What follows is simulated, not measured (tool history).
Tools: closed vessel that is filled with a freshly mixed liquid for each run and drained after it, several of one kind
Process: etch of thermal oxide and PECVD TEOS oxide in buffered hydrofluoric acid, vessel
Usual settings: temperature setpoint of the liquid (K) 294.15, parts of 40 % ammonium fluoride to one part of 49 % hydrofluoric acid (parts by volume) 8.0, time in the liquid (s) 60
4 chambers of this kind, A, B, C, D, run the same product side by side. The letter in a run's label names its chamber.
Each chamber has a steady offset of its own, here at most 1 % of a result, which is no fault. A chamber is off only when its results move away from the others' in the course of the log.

run	hour	temperature setpoint of the liquid (K)	parts of 40 % ammonium fluoride to one part of 49 % hydrofluoric acid (parts by volume)	time in the liquid (s)	read-back film thickness of the thermal oxide reference wafer, read on the same gauge (nm)	read-back film thickness of the PECVD TEOS oxide reference wafer, read on the same gauge (nm)	thickness taken off the thermal oxide on a monitor wafer (nm)	thickness taken off the PECVD TEOS oxide on a monitor wafer (nm)
1B	5.4	294.15	8.0	60	29.965	59.954	72.736	138.930
2D	8.4	294.15	8.0	60	30.023	60.048	72.042	139.850
3C	11.8	294.15	8.0	60	29.976	59.989	72.812	139.230
4A	15.2	294.15	8.0	60	30.002	60.037	71.394	138.520
5B	19.1	294.15	8.0	60	30.029	60.049	73.046	138.530
6C	23.5	294.15	8.0	60	29.994	59.979	72.457	138.860
7D	28.4	294.15	8.0	60	30.057	59.988	72.705	140.390
8A	31.5	294.15	8.0	60	30.031	59.965	71.052	138.020
9C	35.8	294.15	8.0	60	30.008	59.998	73.168	138.560
10A	41.0	294.15	8.0	60	29.975	60.012	70.998	138.580
11D	45.0	294.15	8.0	60	30.036	59.982	71.925	140.730
12B	48.7	299.15	8.0	35	29.998	59.982	55.651	107.090
13D	53.5	299.15	8.0	35	30.025	60.020	55.652	107.750
14B	58.7	299.15	8.0	35	29.992	60.002	55.441	106.770
15C	61.0	299.15	8.0	35	30.037	60.005	55.195	106.530
16A	65.1	294.15	8.0	60	30.001	60.027	72.049	136.990
17A	70.3	294.15	8.0	60	29.930	60.075	71.517	138.320
18B	73.0	294.15	8.0	60	29.980	60.025	72.346	140.200
19C	78.1	294.15	8.0	60	30.018	59.968	72.503	138.070
20D	82.3	291.15	8.0	30	30.015	59.993	30.267	58.819
21C	84.9	291.15	8.0	30	30.009	60.008	30.454	58.669
22D	88.1	291.15	8.0	30	29.983	60.005	30.642	59.288
23B	92.5	291.15	8.0	30	29.979	60.013	30.451	58.279
24A	94.9	294.15	8.0	60	29.999	59.996	71.132	137.050
25C	100.1	294.15	8.0	60	29.981	59.990	71.759	139.140
26A	104.1	294.15	10.0	60	30.012	60.018	59.212	114.690
27B	108.6	294.15	10.0	60	30.035	59.996	59.372	114.030
28D	112.6	294.15	10.0	60	29.969	59.999	59.815	115.790
29D	117.9	294.15	10.0	60	29.966	59.961	59.302	116.100
30A	123.2	298.15	8.0	60	29.946	59.990	88.671	170.940
31B	126.0	298.15	8.0	60	29.995	60.029	90.153	174.010
32C	129.6	298.15	8.0	60	30.007	60.004	89.427	174.240
33C	133.7	298.15	8.0	60	30.015	59.991	89.270	173.170
34A	136.4	294.15	8.0	95	30.022	60.011	112.610	218.910
35B	141.7	294.15	8.0	95	29.966	59.993	114.500	220.500
36D	144.9	294.15	8.0	95	29.983	60.008	114.170	223.110
37A	149.3	294.15	8.0	95	29.965	60.032	113.080	220.020
38B	152.7	294.15	8.0	60	29.949	60.016	72.012	140.190
39C	155.9	294.15	8.0	60	30.018	60.036	72.578	138.020
40D	159.2	294.15	8.0	60	29.932	60.000	71.955	140.800

All 4 chambers run these settings next. Forecast each chamber's results:
41A	163.1	294.15	9.5	60			?	?
41B	163.1	294.15	9.5	60			?	?
41C	163.1	294.15	9.5	60			?	?
41D	163.1	294.15	9.5	60			?	?

run	thickness taken off the thermal oxide on a monitor wafer (nm)	thickness taken off the PECVD TEOS oxide on a monitor wafer (nm)
41A	60.086	117.540
41B	61.845	118.660
41C	61.458	117.930
41D	61.565	119.010

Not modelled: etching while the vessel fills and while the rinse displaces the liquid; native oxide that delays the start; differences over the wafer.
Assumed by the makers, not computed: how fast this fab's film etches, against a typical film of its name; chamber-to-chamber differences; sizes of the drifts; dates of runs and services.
